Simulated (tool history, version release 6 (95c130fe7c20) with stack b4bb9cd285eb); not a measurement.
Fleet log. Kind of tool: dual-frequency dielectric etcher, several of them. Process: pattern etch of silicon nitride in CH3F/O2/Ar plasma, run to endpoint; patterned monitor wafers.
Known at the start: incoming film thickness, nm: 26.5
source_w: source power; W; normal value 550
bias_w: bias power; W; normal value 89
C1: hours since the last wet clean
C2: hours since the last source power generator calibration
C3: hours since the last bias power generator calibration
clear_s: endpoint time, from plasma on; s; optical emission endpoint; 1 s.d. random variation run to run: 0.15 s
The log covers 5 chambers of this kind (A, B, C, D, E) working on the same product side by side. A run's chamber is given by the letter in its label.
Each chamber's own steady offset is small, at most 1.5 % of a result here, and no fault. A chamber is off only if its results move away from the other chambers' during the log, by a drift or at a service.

run 1A hour=5.4 | source_w=550 bias_w=89 | C1=105.5 C2=2100.4 C3=551.7 | clear_s=31.615
-- hour=8.1 chamber C: wet clean of the chamber
run 2E hour=14.0 | source_w=550 bias_w=89 | C1=165.0 C2=510.9 C3=1231.6 | clear_s=31.757
run 3C hour=22.7 | source_w=550 bias_w=89 | C1=14.7 C2=1318.6 C3=2200.3 | clear_s=31.695
run 4D hour=29.5 | source_w=550 bias_w=89 | C1=184.3 C2=1830.6 C3=123.7 | clear_s=31.326
run 5B hour=37.6 | source_w=550 bias_w=89 | C1=371.5 C2=207.8 C3=961.2 | clear_s=31.897
run 6B hour=42.1 | source_w=550 bias_w=89 | C1=376.0 C2=212.3 C3=965.7 | clear_s=31.793
run 7D hour=51.4 | source_w=550 bias_w=89 | C1=206.2 C2=1852.5 C3=145.6 | clear_s=31.894
run 8A hour=57.8 | source_w=550 bias_w=89 | C1=157.9 C2=2152.8 C3=604.1 | clear_s=31.540
run 9C hour=66.0 | source_w=550 bias_w=104 | C1=58.0 C2=1361.9 C3=2243.6 | clear_s=30.165
run 10E hour=70.4 | source_w=550 bias_w=104 | C1=221.4 C2=567.3 C3=1288.0 | clear_s=29.779
run 11C hour=78.9 | source_w=550 bias_w=104 | C1=70.9 C2=1374.8 C3=2256.5 | clear_s=30.297
run 12D hour=88.1 | source_w=550 bias_w=104 | C1=242.9 C2=1889.2 C3=182.3 | clear_s=29.425
run 13E hour=92.8 | source_w=550 bias_w=104 | C1=243.8 C2=589.7 C3=1310.4 | clear_s=29.976
run 14A hour=99.7 | source_w=550 bias_w=89 | C1=199.8 C2=2194.7 C3=646.0 | clear_s=31.394
run 15B hour=105.8 | source_w=670 bias_w=96 | C1=439.7 C2=276.0 C3=1029.4 | clear_s=29.029
run 16C hour=115.0 | source_w=670 bias_w=96 | C1=107.0 C2=1410.9 C3=2292.6 | clear_s=28.789
run 17A hour=120.2 | source_w=670 bias_w=96 | C1=220.3 C2=2215.2 C3=666.5 | clear_s=28.551
run 18D hour=125.2 | source_w=670 bias_w=96 | C1=280.0 C2=1926.3 C3=219.4 | clear_s=28.202
run 19B hour=129.9 | source_w=670 bias_w=96 | C1=463.8 C2=300.1 C3=1053.5 | clear_s=29.164
run 20E hour=136.7 | source_w=550 bias_w=89 | C1=287.7 C2=633.6 C3=1354.3 | clear_s=31.559
run 21B hour=145.1 | source_w=550 bias_w=89 | C1=479.0 C2=315.3 C3=1068.7 | clear_s=32.198
run 22D hour=151.4 | source_w=550 bias_w=89 | C1=306.2 C2=1952.5 C3=245.6 | clear_s=31.779
run 23A hour=161.0 | source_w=550 bias_w=89 | C1=261.1 C2=2256.0 C3=707.3 | clear_s=31.652
run 24C hour=167.4 | source_w=550 bias_w=89 | C1=159.4 C2=1463.3 C3=2345.0 | clear_s=31.849
run 25E hour=172.7 | source_w=550 bias_w=89 | C1=323.7 C2=669.6 C3=1390.3 | clear_s=31.395
run 26C hour=180.3 | source_w=630 bias_w=79 | C1=172.3 C2=1476.2 C3=2357.9 | clear_s=31.240
run 27E hour=184.8 | source_w=630 bias_w=79 | C1=335.8 C2=681.7 C3=1402.4 | clear_s=31.134
-- hour=188.4 chamber D: wet clean of the chamber
run 28D hour=192.3 | source_w=630 bias_w=79 | C1=4.0 C2=1993.4 C3=286.5 | clear_s=31.030
run 29B hour=197.0 | source_w=630 bias_w=79 | C1=530.9 C2=367.2 C3=1120.6 | clear_s=32.457
run 30A hour=203.5 | source_w=630 bias_w=79 | C1=303.6 C2=2298.5 C3=749.8 | clear_s=31.104
run 31D hour=213.3 | source_w=550 bias_w=89 | C1=25.0 C2=2014.4 C3=307.5 | clear_s=31.709
run 32E hour=218.8 | source_w=550 bias_w=89 | C1=369.8 C2=715.7 C3=1436.4 | clear_s=31.657
run 33B hour=226.5 | source_w=550 bias_w=89 | C1=560.4 C2=396.7 C3=1150.1 | clear_s=32.787
run 34C hour=233.2 | source_w=470 bias_w=89 | C1=225.2 C2=1529.1 C3=2410.8 | clear_s=33.565
-- hour=233.7 chamber E: bias power generator calibrated
run 35A hour=238.8 | source_w=470 bias_w=89 | C1=338.9 C2=2333.8 C3=785.1 | clear_s=33.306
run 36A hour=243.4 | source_w=470 bias_w=89 | C1=343.5 C2=2338.4 C3=789.7 | clear_s=33.336
run 37D hour=250.2 | source_w=470 bias_w=89 | C1=61.9 C2=2051.3 C3=344.4 | clear_s=33.421
run 38B hour=260.1 | source_w=470 bias_w=89 | C1=594.0 C2=430.3 C3=1183.7 | clear_s=34.952
run 39C hour=265.7 | source_w=550 bias_w=89 | C1=257.7 C2=1561.6 C3=2443.3 | clear_s=31.787
run 40E hour=275.4 | source_w=650 bias_w=89 | C1=426.4 C2=772.3 C3=41.8 | clear_s=29.581
run 41B hour=281.4 | source_w=650 bias_w=89 | C1=615.3 C2=451.6 C3=1205.0 | clear_s=31.231

Does one chamber stand apart from the rest, does the shared gauge drift, or is all well apart from small per-chamber offsets? Give the chamber and the most likely cause, where there is one.

Little by little, chamber B moves away from the other chambers.
What lies behind it: etch rate under this chamber's usual, % = 4.32.

Below are 4 candidate recipes for chamber B's next run, each the usual settings with a change, their results shown as question marks. Which of them brings B's results back in line with what the other chambers give on the usual settings?
To be in line, a result may differ from the other chambers' mean on the usual settings by at most: clear_s 0.520 s
run 42B-1 hour=288.5 | source_w=470 bias_w=89 | clear_s=?
run 42B-2 hour=288.5 | source_w=480 bias_w=79 | clear_s=?
run 42B-3 hour=288.5 | source_w=630 bias_w=100 | clear_s=?
run 42B-4 hour=288.5 | source_w=590 bias_w=95 | clear_s=?

On the usual settings, the other chambers give on average: clear_s 31.571 s
run=42B-1 clear_s=35.305
run=42B-2 clear_s=36.497
run=42B-3 clear_s=30.385
run=42B-4 clear_s=31.702
The answer is 42B-4, which returns the chamber to within the allowed miss of the others.
